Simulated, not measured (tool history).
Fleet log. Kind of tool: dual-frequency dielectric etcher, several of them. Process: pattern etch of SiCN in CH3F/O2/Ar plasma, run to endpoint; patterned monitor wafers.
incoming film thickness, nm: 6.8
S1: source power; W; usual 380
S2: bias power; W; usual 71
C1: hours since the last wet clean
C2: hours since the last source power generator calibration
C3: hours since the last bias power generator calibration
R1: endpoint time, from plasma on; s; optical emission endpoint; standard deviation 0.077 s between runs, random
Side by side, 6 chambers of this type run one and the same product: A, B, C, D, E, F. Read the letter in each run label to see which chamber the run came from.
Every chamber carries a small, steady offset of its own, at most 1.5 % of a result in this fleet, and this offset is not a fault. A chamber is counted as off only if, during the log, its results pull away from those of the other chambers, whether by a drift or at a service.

run	hour	S1	S2	C1	C2	C3	R1
1F	13.5	380	71	26.4	839.2	735.6	18.517
2E	25.2	380	71	376.4	1086.3	1289	18.357
# hour 36.1: chamber D: source power generator calibrated
# hour 37.8: chamber B: wet clean of the chamber
3A	38	380	71	151.8	2168	1472.2	18.792
4B	48.3	380	71	10.5	2471.6	1423.2	18.601
5D	60.3	380	71	342.4	24.2	3091	18.528
6C	73.7	380	71	321.4	908.2	459.7	18.485
7F	83.5	380	71	96.4	909.2	805.6	18.489
8A	90.6	430	71	204.4	2220.6	1524.8	17.957
9D	98.3	430	71	380.4	62.2	3129	17.687
10B	106.9	430	71	69.1	2530.2	1481.8	17.644
11E	115.4	430	71	466.6	1176.5	1379.2	17.569
12C	129.3	430	71	377	963.8	515.3	17.585
# hour 134.6: chamber D: wet clean of the chamber
13B	144.1	430	71	106.3	2567.4	1519	17.728
14F	155.8	380	64	168.7	981.5	877.9	19.286
# hour 158.7: chamber B: source power generator calibrated
15E	165.9	380	64	517.1	1227	1429.7	19.044
16C	174	380	64	421.7	1008.5	560	19.09
17D	186.8	380	64	52.2	150.7	3217.5	19.234
18A	194.3	380	64	308.1	2324.3	1628.5	19.555
# hour 195.3: chamber E: wet clean of the chamber
19D	209.4	380	64	74.8	173.3	3240.1	19.27
20E	216.3	380	63	21.1	1277.4	1480.1	19.33
21F	229.3	380	63	242.2	1055	951.4	19.3
22B	240.9	380	63	203.1	82.2	1615.8	19.213
# hour 245: chamber A: wet clean of the chamber
23A	249.5	380	63	4.6	2379.5	1683.7	19.617
24C	263.1	380	63	510.8	1097.6	649.1	19.29
25B	275.6	380	63	237.8	116.9	1650.5	19.36
26F	288.2	450	71	301.1	1113.9	1010.3	17.505
27C	296.9	450	71	544.6	1131.4	682.9	17.165
# hour 306.5: chamber C: wet clean of the chamber
28D	309.1	450	71	174.5	273	3339.8	17.466
29A	324.2	450	71	79.3	2454.2	1758.4	17.751
30E	336.4	450	71	141.2	1397.5	1600.2	17.378
31F	347.5	450	71	360.4	1173.2	1069.6	17.4
# hour 349.8: chamber A: source power generator calibrated
32A	360	380	71	115.1	10.2	1794.2	18.785
33C	371.4	380	71	64.9	1205.9	757.4	17.933
34D	378.4	380	71	243.8	342.3	3409.1	18.583
35B	392.3	380	71	354.5	233.6	1767.2	18.589
36E	407.9	450	79	212.7	1469	1671.7	16.689
# hour 409.1: chamber F: wet clean of the chamber
37E	419.3	450	79	224.1	1480.4	1683.1	16.68
38D	430.1	450	79	295.5	394	3460.8	16.813
39C	438	450	79	131.5	1272.5	824	16.247
40B	447.6	450	79	409.8	288.9	1822.5	16.686
41F	461.2	450	79	52.2	1286.9	1183.3	16.831
42A	475.6	440	83	230.7	125.8	1909.8	17.025
43E	484.8	440	83	289.6	1545.9	1748.6	16.486
44A	492.5	440	83	247.6	142.7	1926.7	16.839

All chambers now run identical settings, listed one chamber a line with results as question marks. What results will each chamber show?
45A	503.8	380	71				?
45B	503.8	380	71				?
45C	503.8	380	71				?
45D	503.8	380	71				?
45E	503.8	380	71				?
45F	503.8	380	71				?

run	R1
45A	18.888
45B	18.602
45C	17.954
45D	18.649
45E	18.453
45F	18.378

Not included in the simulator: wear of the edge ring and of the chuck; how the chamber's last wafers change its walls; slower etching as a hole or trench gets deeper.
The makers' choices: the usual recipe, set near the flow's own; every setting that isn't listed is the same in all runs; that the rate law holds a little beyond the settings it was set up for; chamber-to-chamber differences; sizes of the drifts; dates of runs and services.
